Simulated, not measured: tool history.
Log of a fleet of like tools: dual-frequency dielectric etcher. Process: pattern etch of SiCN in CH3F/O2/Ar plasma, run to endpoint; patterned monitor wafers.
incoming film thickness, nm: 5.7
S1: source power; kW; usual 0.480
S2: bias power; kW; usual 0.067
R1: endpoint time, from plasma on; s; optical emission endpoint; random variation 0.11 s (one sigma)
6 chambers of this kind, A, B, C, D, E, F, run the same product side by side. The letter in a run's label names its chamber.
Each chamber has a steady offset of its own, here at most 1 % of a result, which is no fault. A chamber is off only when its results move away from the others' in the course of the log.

| run | hour | S1 | S2 | R1 |
|---|---|---|---|---|
| 1D | 4.8 | 0.480 | 0.067 | 14.638 |
| 2E | 12.9 | 0.480 | 0.067 | 14.628 |
| 3A | 19.6 | 0.480 | 0.067 | 14.581 |
| 4C | 27.0 | 0.480 | 0.067 | 14.502 |
| 5B | 33.4 | 0.480 | 0.067 | 14.742 |
| 6F | 41.8 | 0.480 | 0.067 | 14.524 |
| 7D | 45.6 | 0.480 | 0.067 | 14.781 |
| 8E | 51.8 | 0.480 | 0.067 | 14.483 |
| 9A | 59.2 | 0.480 | 0.067 | 14.532 |
| 10B | 63.2 | 0.480 | 0.067 | 14.350 |
| 11F | 67.6 | 0.480 | 0.067 | 14.642 |
| 12C | 75.6 | 0.480 | 0.067 | 14.662 |
| 13F | 79.6 | 0.480 | 0.067 | 14.552 |
| 14A | 85.4 | 0.480 | 0.067 | 14.508 |
|  | 92.7 | chamber F: wet clean of the chamber |
| 15C | 93.2 | 0.600 | 0.074 | 13.055 |
| 16E | 97.5 | 0.600 | 0.074 | 12.905 |
| 17D | 101.6 | 0.600 | 0.074 | 12.947 |
| 18B | 110.1 | 0.600 | 0.074 | 12.976 |
| 19C | 116.1 | 0.600 | 0.074 | 12.945 |
| 20E | 121.1 | 0.600 | 0.074 | 12.656 |
| 21D | 128.2 | 0.480 | 0.067 | 14.689 |
| 22F | 135.2 | 0.480 | 0.067 | 14.682 |
| 23B | 141.1 | 0.480 | 0.067 | 14.751 |
| 24A | 146.6 | 0.430 | 0.057 | 15.779 |
| 25C | 151.3 | 0.430 | 0.057 | 16.211 |
| 26E | 155.6 | 0.430 | 0.057 | 15.890 |
| 27B | 162.4 | 0.430 | 0.057 | 16.101 |
| 28D | 166.8 | 0.430 | 0.057 | 16.096 |
| 29F | 171.0 | 0.430 | 0.057 | 16.065 |
| 30A | 174.8 | 0.480 | 0.067 | 14.488 |
| 31A | 179.8 | 0.480 | 0.067 | 14.462 |
| 32C | 187.1 | 0.480 | 0.067 | 14.749 |
| 33E | 191.0 | 0.480 | 0.067 | 14.483 |
| 34F | 198.1 | 0.480 | 0.067 | 14.660 |
|  | 200.6 | chamber D: wet clean of the chamber |
| 35B | 203.0 | 0.480 | 0.067 | 14.491 |
| 36D | 206.9 | 0.480 | 0.067 | 14.686 |
| 37B | 213.1 | 0.480 | 0.067 | 14.674 |
| 38D | 220.5 | 0.480 | 0.067 | 14.814 |
| 39C | 224.7 | 0.480 | 0.067 | 14.666 |
| 40E | 231.1 | 0.480 | 0.067 | 14.485 |
| 41A | 236.9 | 0.480 | 0.067 | 14.541 |
| 42F | 240.6 | 0.480 | 0.067 | 14.563 |

All 6 chambers run these settings next. Forecast each chamber's results:
| 43A | 246.8 | 0.480 | 0.067 | ? |
| 43B | 246.8 | 0.480 | 0.067 | ? |
| 43C | 246.8 | 0.480 | 0.067 | ? |
| 43D | 246.8 | 0.480 | 0.067 | ? |
| 43E | 246.8 | 0.480 | 0.067 | ? |
| 43F | 246.8 | 0.480 | 0.067 | ? |

| run | R1 |
|---|---|
| 43A | 14.409 |
| 43B | 14.522 |
| 43C | 14.639 |
| 43D | 14.552 |
| 43E | 14.392 |
| 43F | 14.689 |

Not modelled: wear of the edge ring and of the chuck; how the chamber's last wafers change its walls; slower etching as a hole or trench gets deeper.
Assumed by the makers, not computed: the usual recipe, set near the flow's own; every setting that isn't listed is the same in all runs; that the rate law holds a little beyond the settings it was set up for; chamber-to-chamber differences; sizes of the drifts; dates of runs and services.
